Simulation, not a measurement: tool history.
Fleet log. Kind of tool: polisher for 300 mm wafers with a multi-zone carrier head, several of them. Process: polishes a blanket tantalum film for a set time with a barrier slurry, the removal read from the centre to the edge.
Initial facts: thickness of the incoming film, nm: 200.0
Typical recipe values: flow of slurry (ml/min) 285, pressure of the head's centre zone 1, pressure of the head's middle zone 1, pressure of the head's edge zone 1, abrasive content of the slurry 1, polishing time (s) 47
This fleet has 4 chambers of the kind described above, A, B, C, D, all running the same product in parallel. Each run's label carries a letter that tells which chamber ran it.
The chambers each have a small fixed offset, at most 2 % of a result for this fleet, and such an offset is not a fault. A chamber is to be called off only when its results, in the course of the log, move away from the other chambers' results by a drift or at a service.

run	hour	flow of slurry (ml/min)	pressure of the head's centre zone	pressure of the head's middle zone	pressure of the head's edge zone	abrasive content of the slurry	polishing time (s)	wafers polished on this pad	hours since the slurry nozzle was cleaned	hours since the centre zone pressure was calibrated	hours since the edge zone pressure was calibrated	film removed at the wafer's centre (Å)	film removed at mid-radius (Å)	film removed at the wafer's edge (Å)
1A	10.5	285	1	1	1	1	47	237	21.7	587.9	26.4	714.17	694.48	698.59
2D	18	285	1	1	1	1	47	1146	615	529.7	516.3	712.62	697.97	711.56
3B	24.5	285	1	1	1	1	47	474	898.6	352.6	1028.1	710.98	707.85	707.88
# hour 25.4: chamber D: worn pad replaced by a new one
# hour 33.8: chamber D: centre zone pressure recalibrated
4C	37.1	285	1	1	1	1	47	901	130.1	268.9	289.9	721.99	706.36	699.94
# hour 40.8: chamber C: edge zone pressure recalibrated
5D	49.3	285	1	1	1	1	47	341	646.3	15.5	547.6	713.07	716.84	718.53
6A	61	285	1	1	1	1	47	958	72.2	638.4	76.9	712.6	696.3	697.56
# hour 65.5: chamber A: worn pad replaced by a new one
# hour 66.6: chamber D: edge zone pressure recalibrated
# hour 67.7: chamber B: centre zone pressure recalibrated
7C	68	285	1	1	1	1	47	1343	161	299.8	27.2	714.82	707.02	691.92
8B	77.1	285	1	1	1	1	47	1225	951.2	9.5	1080.7	711.65	699.64	695.99
# hour 79.8: chamber B: slurry nozzle cleaned
9C	82.9	285	1	1	1	1	47	1555	175.9	314.7	42.1	710.93	697.09	708.71
10D	89.6	285	1	1	1	1	47	917	686.6	55.8	23	703.79	716.64	703.96
# hour 98.7: chamber D: worn pad replaced by a new one
11A	100.4	285	1	1	1	1	47	499	111.6	677.8	116.3	705.62	700.79	691.65
# hour 101.4: chamber B: worn pad replaced by a new one
12B	107.8	285	1	1	1	1	47	92	28.1	40.2	1111.4	714.03	705.06	711.2
13C	117.5	285	1	1	1	1	47	2050	210.5	349.3	76.7	705.53	695.68	707.64
# hour 126.5: chamber A: worn pad replaced by a new one
14B	127.1	285	1	1	1	1	47	368	47.4	59.5	1130.7	713.15	704.54	707.75
# hour 129.8: chamber C: slurry nozzle cleaned
15D	135.4	285	1	1	1	1	47	525	732.4	101.6	68.8	712.15	705.26	705.09
# hour 137.7: chamber D: slurry nozzle cleaned
16A	147.2	285	1	1	1	1	47	296	158.4	724.6	163.1	708.93	703.66	693.03
17C	155.4	285	1	1	1	1	47	2591	25.7	387.2	114.6	711	676.3	684.91
18D	166.5	285	1	1	1	1	47	969	28.9	132.7	99.9	710.42	713.31	711.82
# hour 170.7: chamber D: worn pad replaced by a new one
19B	174.1	285	1	1	1	1	47	1039	94.4	106.5	1177.7	712.63	704.45	705.52
20A	179.6	285	1	1	1	1	47	759	190.8	757	195.5	708.02	696.11	702.55
# hour 188.2: chamber A: worn pad replaced by a new one
21C	190.6	285	1	1	1	1	47	3094	60.9	422.4	149.8	681.7	672.9	685.29
# hour 196: chamber B: worn pad replaced by a new one
22A	197.2	285	1	1	1	1	47	129	208.4	774.6	213.1	711.83	704.74	693.39
23B	204.4	285	1	1	1	1	47	120	124.7	136.8	1208	715.75	699.85	701.34
24D	211.7	285	1	1	1	1	47	585	74.1	177.9	145.1	708.8	702.54	724.41
25C	221.8	285	1	1	1	1	53	3540	92.1	453.6	181	773.41	746.77	751.33
26D	227.8	285	1	1	1	1	53	815	90.2	194	161.2	803.97	793.97	803.86
27B	238.5	285	1	1	1	1	53	607	158.8	170.9	1242.1	792.13	789	807.59
# hour 245.9: chamber A: worn pad replaced by a new one
# hour 246.1: chamber C: centre zone pressure recalibrated
28A	249.1	285	1	1	1	1	53	46	260.3	826.5	265	788.16	793.92	781.49
# hour 251: chamber B: edge zone pressure recalibrated
# hour 251.7: chamber D: worn pad replaced by a new one
29B	255.3	285	1	1	1	1	47	847	175.6	187.7	4.3	708.87	699.34	704.22
30A	267.9	285	1	1	1	1	47	314	279.1	845.3	283.8	709.97	715.52	701.08
31D	275.9	285	1	1	1	1	47	346	138.3	242.1	209.3	707.91	709.31	711.53
32C	286.1	285	1	1	1	1	47	4458	156.4	40	245.3	671.47	666.95	650.38
33C	294.1	285	1	1	1	1	47	4572	164.4	48	253.3	659.4	649.65	635.87
# hour 301.7: chamber A: worn pad replaced by a new one
34B	303.5	285	1	0.9	1	1	47	1536	223.8	235.9	52.5	698.62	640.67	713.12
35A	312.4	285	1	0.9	1	1	47	153	323.6	889.8	328.3	697.49	645.33	694.01
36D	321.2	285	1	0.9	1	1	47	993	183.6	287.4	254.6	709.34	636.5	709.34

Decide between three cases: one chamber stands off from its peers, the gauge reading all wafers drifts, or nothing is wrong past each chamber's small offset. Where a chamber is off, say which and what most likely put it there.

It is chamber C that slowly wanders off from its peers.
What lies behind it: removal rate lost through wear of the pad, % = 9.06.

Chamber C could run next with any of the 4 candidate recipes listed below; each alters the usual settings, and their results appear as question marks. Which one brings its results back in line with what the other chambers deliver on the usual settings?
A result is in line if it is within this distance of the other chambers' mean on the usual settings: film removed at the wafer's centre (Å) 19; film removed at mid-radius (Å) 27; film removed at the wafer's edge (Å) 23
37C-1	330.3	285	1	1	1	1	46					?	?	?
37C-2	330.3	285	1.01	1	0.99	1	43					?	?	?
37C-3	330.3	290	0.99	1.01	1	1	52					?	?	?
37C-4	330.3	285	1	1	1	1	48					?	?	?

The other chambers' mean on the usual settings: film removed at the wafer's centre (Å) 707.79; film removed at mid-radius (Å) 706.89; film removed at the wafer's edge (Å) 701.97
run	film removed at the wafer's centre (Å)	film removed at mid-radius (Å)	film removed at the wafer's edge (Å)
37C-1	637.99	625.88	619.66
37C-2	603	585.04	576.16
37C-3	714.73	715.3	701.38
37C-4	665.73	653.09	646.6
37C-3 is the one that brings the chamber's results back in line with the other chambers.
